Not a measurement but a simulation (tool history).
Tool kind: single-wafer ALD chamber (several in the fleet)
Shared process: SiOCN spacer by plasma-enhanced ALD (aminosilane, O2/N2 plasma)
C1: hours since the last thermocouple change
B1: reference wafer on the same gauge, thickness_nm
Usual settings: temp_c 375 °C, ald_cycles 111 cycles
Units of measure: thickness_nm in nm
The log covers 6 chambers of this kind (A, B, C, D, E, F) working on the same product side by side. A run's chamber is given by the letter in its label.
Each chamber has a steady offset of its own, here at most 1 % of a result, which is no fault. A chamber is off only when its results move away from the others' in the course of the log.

{"run": "1D", "hour": 10.5, "temp_c": 375, "ald_cycles": 111, "C1": 73.3, "B1": 6.7545, "thickness_nm": 6.7036}
{"run": "2B", "hour": 21.6, "temp_c": 375, "ald_cycles": 111, "C1": 1781.2, "B1": 6.7608, "thickness_nm": 6.7138}
{"run": "3A", "hour": 30.2, "temp_c": 375, "ald_cycles": 111, "C1": 515.6, "B1": 6.7544, "thickness_nm": 6.6105}
{"run": "4C", "hour": 43.5, "temp_c": 375, "ald_cycles": 111, "C1": 1105.2, "B1": 6.7508, "thickness_nm": 6.5833}
{"run": "5F", "hour": 53.0, "temp_c": 375, "ald_cycles": 111, "C1": 120.3, "B1": 6.7595, "thickness_nm": 6.6451}
{"run": "6E", "hour": 63.3, "temp_c": 375, "ald_cycles": 111, "C1": 704.4, "B1": 6.7567, "thickness_nm": 6.73}
{"run": "7C", "hour": 77.4, "temp_c": 375, "ald_cycles": 111, "C1": 1139.1, "B1": 6.7633, "thickness_nm": 6.6413}
{"run": "8F", "hour": 86.9, "temp_c": 375, "ald_cycles": 111, "C1": 154.2, "B1": 6.7594, "thickness_nm": 6.6418}
{"run": "9B", "hour": 99.5, "temp_c": 375, "ald_cycles": 111, "C1": 1859.1, "B1": 6.7626, "thickness_nm": 6.7198}
{"run": "10A", "hour": 113.4, "temp_c": 375, "ald_cycles": 111, "C1": 598.8, "B1": 6.7732, "thickness_nm": 6.6753}
{"run": "11E", "hour": 120.3, "temp_c": 375, "ald_cycles": 111, "C1": 761.4, "B1": 6.7593, "thickness_nm": 6.6702}
{"run": "12D", "hour": 131.8, "temp_c": 375, "ald_cycles": 111, "C1": 194.6, "B1": 6.7546, "thickness_nm": 6.6829}
{"run": "13B", "hour": 143.3, "temp_c": 375, "ald_cycles": 111, "C1": 1902.9, "B1": 6.7606, "thickness_nm": 6.7087}
{"run": "14C", "hour": 153.8, "temp_c": 375, "ald_cycles": 111, "C1": 1215.5, "B1": 6.7694, "thickness_nm": 6.5977}
{"run": "15E", "hour": 162.8, "temp_c": 380, "ald_cycles": 111, "C1": 803.9, "B1": 6.7576, "thickness_nm": 6.7772}
{"run": "16F", "hour": 170.1, "temp_c": 380, "ald_cycles": 111, "C1": 237.4, "B1": 6.7476, "thickness_nm": 6.6574}
{"run": "17D", "hour": 177.8, "temp_c": 380, "ald_cycles": 111, "C1": 240.6, "B1": 6.7591, "thickness_nm": 6.6211}
{"run": "18A", "hour": 188.6, "temp_c": 380, "ald_cycles": 111, "C1": 674, "B1": 6.7538, "thickness_nm": 6.6255}
{"run": "19E", "hour": 197.3, "temp_c": 380, "ald_cycles": 111, "C1": 838.4, "B1": 6.7653, "thickness_nm": 6.7583}
{"run": "20C", "hour": 210.8, "temp_c": 380, "ald_cycles": 111, "C1": 1272.5, "B1": 6.7642, "thickness_nm": 6.5952}
{"run": "21F", "hour": 218.8, "temp_c": 375, "ald_cycles": 111, "C1": 286.1, "B1": 6.7581, "thickness_nm": 6.6345}
{"run": "22A", "hour": 231.9, "temp_c": 375, "ald_cycles": 111, "C1": 717.3, "B1": 6.7597, "thickness_nm": 6.6406}
{"run": "23D", "hour": 245.3, "temp_c": 375, "ald_cycles": 111, "C1": 308.1, "B1": 6.7602, "thickness_nm": 6.6053}
{"run": "24B", "hour": 254.8, "temp_c": 375, "ald_cycles": 133, "C1": 2014.4, "B1": 6.7586, "thickness_nm": 8.1009}
{"run": "25F", "hour": 268.4, "temp_c": 375, "ald_cycles": 133, "C1": 335.7, "B1": 6.753, "thickness_nm": 7.98}
{"run": "26D", "hour": 276.5, "temp_c": 375, "ald_cycles": 133, "C1": 339.3, "B1": 6.7567, "thickness_nm": 8.0264}
{"run": "27A", "hour": 290.8, "temp_c": 375, "ald_cycles": 133, "C1": 776.2, "B1": 6.7571, "thickness_nm": 8.0019}
{"run": "28C", "hour": 302.2, "temp_c": 375, "ald_cycles": 133, "C1": 1363.9, "B1": 6.7597, "thickness_nm": 7.9524}
{"run": "29B", "hour": 309.0, "temp_c": 375, "ald_cycles": 133, "C1": 2068.6, "B1": 6.7605, "thickness_nm": 8.072}
{"run": "30E", "hour": 319.4, "temp_c": 379, "ald_cycles": 127, "C1": 960.5, "B1": 6.7633, "thickness_nm": 7.6263}
{"run": "31B", "hour": 326.3, "temp_c": 379, "ald_cycles": 127, "C1": 2085.9, "B1": 6.7597, "thickness_nm": 7.6827}
{"run": "32D", "hour": 333.5, "temp_c": 379, "ald_cycles": 127, "C1": 396.3, "B1": 6.7569, "thickness_nm": 7.6714}
{"run": "33F", "hour": 341.0, "temp_c": 379, "ald_cycles": 127, "C1": 408.3, "B1": 6.7674, "thickness_nm": 7.6262}
{"run": "34E", "hour": 347.6, "temp_c": 379, "ald_cycles": 127, "C1": 988.7, "B1": 6.7588, "thickness_nm": 7.7231}
{"run": "35C", "hour": 356.1, "temp_c": 379, "ald_cycles": 127, "C1": 1417.8, "B1": 6.7639, "thickness_nm": 7.5741}
{"run": "36A", "hour": 364.5, "temp_c": 375, "ald_cycles": 111, "C1": 849.9, "B1": 6.7576, "thickness_nm": 6.5759}
{"run": "37E", "hour": 373.1, "temp_c": 375, "ald_cycles": 103, "C1": 1014.2, "B1": 6.7632, "thickness_nm": 6.2018}
{"run": "38F", "hour": 386.1, "temp_c": 375, "ald_cycles": 103, "C1": 453.4, "B1": 6.7561, "thickness_nm": 6.0828}
{"run": "39B", "hour": 393.1, "temp_c": 375, "ald_cycles": 103, "C1": 2152.7, "B1": 6.76, "thickness_nm": 6.1804}
{"run": "40C", "hour": 404.8, "temp_c": 375, "ald_cycles": 103, "C1": 1466.5, "B1": 6.7561, "thickness_nm": 6.1767}

Predict what each chamber gives when all 6 of them run the settings below next.
{"run": "41A", "hour": 415.4, "temp_c": 375, "ald_cycles": 111, "thickness_nm": "?"}
{"run": "41B", "hour": 415.4, "temp_c": 375, "ald_cycles": 111, "thickness_nm": "?"}
{"run": "41C", "hour": 415.4, "temp_c": 375, "ald_cycles": 111, "thickness_nm": "?"}
{"run": "41D", "hour": 415.4, "temp_c": 375, "ald_cycles": 111, "thickness_nm": "?"}
{"run": "41E", "hour": 415.4, "temp_c": 375, "ald_cycles": 111, "thickness_nm": "?"}
{"run": "41F", "hour": 415.4, "temp_c": 375, "ald_cycles": 111, "thickness_nm": "?"}

run=41A thickness_nm=6.638
run=41B thickness_nm=6.7149
run=41C thickness_nm=6.6899
run=41D thickness_nm=6.6696
run=41E thickness_nm=6.7047
run=41F thickness_nm=6.6287
